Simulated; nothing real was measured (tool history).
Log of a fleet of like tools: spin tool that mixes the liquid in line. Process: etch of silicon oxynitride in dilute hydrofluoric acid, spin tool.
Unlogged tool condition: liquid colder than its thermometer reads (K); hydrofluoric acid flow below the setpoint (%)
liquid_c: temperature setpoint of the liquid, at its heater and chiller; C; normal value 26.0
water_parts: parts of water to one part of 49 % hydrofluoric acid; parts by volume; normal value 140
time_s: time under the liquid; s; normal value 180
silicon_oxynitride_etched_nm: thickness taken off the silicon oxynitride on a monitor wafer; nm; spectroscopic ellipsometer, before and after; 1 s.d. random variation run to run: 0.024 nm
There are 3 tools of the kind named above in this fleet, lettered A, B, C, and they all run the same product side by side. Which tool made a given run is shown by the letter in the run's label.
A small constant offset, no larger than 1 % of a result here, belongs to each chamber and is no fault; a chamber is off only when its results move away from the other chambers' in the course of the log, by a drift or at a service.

| run | hour | liquid_c | water_parts | time_s | hours since the thermometer was replaced | hours since the hydrofluoric acid flow meter was replaced | read-back film thickness of the silicon oxynitride reference wafer, read on the same gauge (nm) | silicon_oxynitride_etched_nm |
|---|---|---|---|---|---|---|---|---|
| 1A | 11.5 | 26.0 | 140 | 180 | 2397.7 | 351.8 | 99.993 | 4.5420 |
| 2C | 18.5 | 26.0 | 140 | 180 | 525.3 | 691.5 | 99.988 | 4.5418 |
| 3B | 32.1 | 26.0 | 140 | 180 | 343.2 | 201.9 | 99.999 | 4.5521 |
| 4C | 42.4 | 26.0 | 140 | 180 | 549.2 | 715.4 | 99.999 | 4.5563 |
| 5B | 54.2 | 26.0 | 140 | 180 | 365.3 | 224.0 | 100.010 | 4.5009 |
| 6A | 67.4 | 26.0 | 140 | 180 | 2453.6 | 407.7 | 100.000 | 4.5402 |
| 7B | 74.0 | 26.0 | 205 | 180 | 385.1 | 243.8 | 100.000 | 2.9199 |
| 8C | 80.5 | 26.0 | 205 | 180 | 587.3 | 753.5 | 99.983 | 2.9387 |
| 9A | 93.2 | 26.0 | 205 | 180 | 2479.4 | 433.5 | 99.995 | 2.9234 |
| 10A | 102.1 | 21.5 | 140 | 180 | 2488.3 | 442.4 | 99.996 | 3.6969 |
| 11B | 110.8 | 21.5 | 140 | 180 | 421.9 | 280.6 | 100.040 | 3.6478 |
| 12C | 123.3 | 21.5 | 140 | 180 | 630.1 | 796.3 | 100.020 | 3.6600 |
| 13C | 133.2 | 26.0 | 140 | 180 | 640.0 | 806.2 | 99.983 | 4.5044 |
| 14A | 147.2 | 26.0 | 140 | 180 | 2533.4 | 487.5 | 99.984 | 4.5171 |
| 15B | 158.3 | 29.5 | 80 | 180 | 469.4 | 328.1 | 99.989 | 9.7037 |
| 16A | 168.7 | 29.5 | 80 | 180 | 2554.9 | 509.0 | 100.010 | 9.7319 |
|  | 179.1 | chamber B: thermometer replaced |
| 17B | 180.6 | 29.5 | 80 | 180 | 1.6 | 350.4 | 99.997 | 9.6124 |
| 18C | 193.7 | 26.0 | 140 | 180 | 700.5 | 866.7 | 100.020 | 4.5207 |
| 19B | 201.0 | 29.5 | 115 | 180 | 22.0 | 370.8 | 100.010 | 6.5081 |
| 20A | 215.4 | 29.5 | 115 | 180 | 2601.6 | 555.7 | 99.980 | 6.5136 |
| 21C | 223.1 | 29.5 | 115 | 180 | 729.9 | 896.1 | 99.981 | 6.5681 |
| 22A | 230.9 | 26.0 | 205 | 130 | 2617.1 | 571.2 | 100.010 | 2.1037 |
| 23B | 239.2 | 26.0 | 205 | 130 | 60.2 | 409.0 | 100.020 | 2.0659 |
| 24C | 251.4 | 26.0 | 205 | 130 | 758.2 | 924.4 | 100.010 | 2.1135 |
| 25B | 258.4 | 26.0 | 140 | 180 | 79.4 | 428.2 | 99.986 | 4.3639 |
| 26C | 272.1 | 26.0 | 140 | 180 | 778.9 | 945.1 | 100.030 | 4.4691 |
| 27A | 280.9 | 26.0 | 140 | 180 | 2667.1 | 621.2 | 99.999 | 4.5302 |
|  | 290.1 | chamber A: hydrofluoric acid flow meter replaced |
| 28A | 293.3 | 26.0 | 140 | 180 | 2679.5 | 3.3 | 100.010 | 4.5175 |
| 29C | 307.1 | 26.0 | 140 | 180 | 813.9 | 980.1 | 99.989 | 4.5349 |
|  | 317.4 | chamber A: thermometer replaced |
| 30B | 321.1 | 22.5 | 140 | 180 | 142.1 | 490.9 | 100.010 | 3.7060 |
| 31B | 331.5 | 22.5 | 140 | 180 | 152.5 | 501.3 | 99.990 | 3.6893 |
| 32A | 337.8 | 22.5 | 140 | 180 | 20.5 | 47.8 | 100.010 | 3.8447 |
| 33C | 347.5 | 26.0 | 140 | 180 | 854.3 | 1020.5 | 100.000 | 4.5290 |
| 34A | 361.5 | 26.0 | 140 | 180 | 44.2 | 71.5 | 99.983 | 4.5254 |
| 35C | 370.6 | 26.0 | 85 | 180 | 877.4 | 1043.6 | 100.010 | 7.7724 |
| 36B | 380.8 | 26.0 | 85 | 180 | 201.8 | 550.6 | 99.988 | 7.4994 |
| 37B | 388.4 | 26.0 | 85 | 180 | 209.4 | 558.2 | 100.010 | 7.4866 |
| 38C | 398.8 | 23.5 | 205 | 180 | 905.6 | 1071.8 | 99.998 | 2.6424 |

All chambers now run identical settings, listed one chamber a line with results as question marks. What results will each chamber show?
| 39A | 409.2 | 26.0 | 140 | 180 |  |  |  | ? |
| 39B | 409.2 | 26.0 | 140 | 180 |  |  |  | ? |
| 39C | 409.2 | 26.0 | 140 | 180 |  |  |  | ? |

| run | silicon_oxynitride_etched_nm |
|---|---|
| 39A | 4.5440 |
| 39B | 4.2949 |
| 39C | 4.5139 |
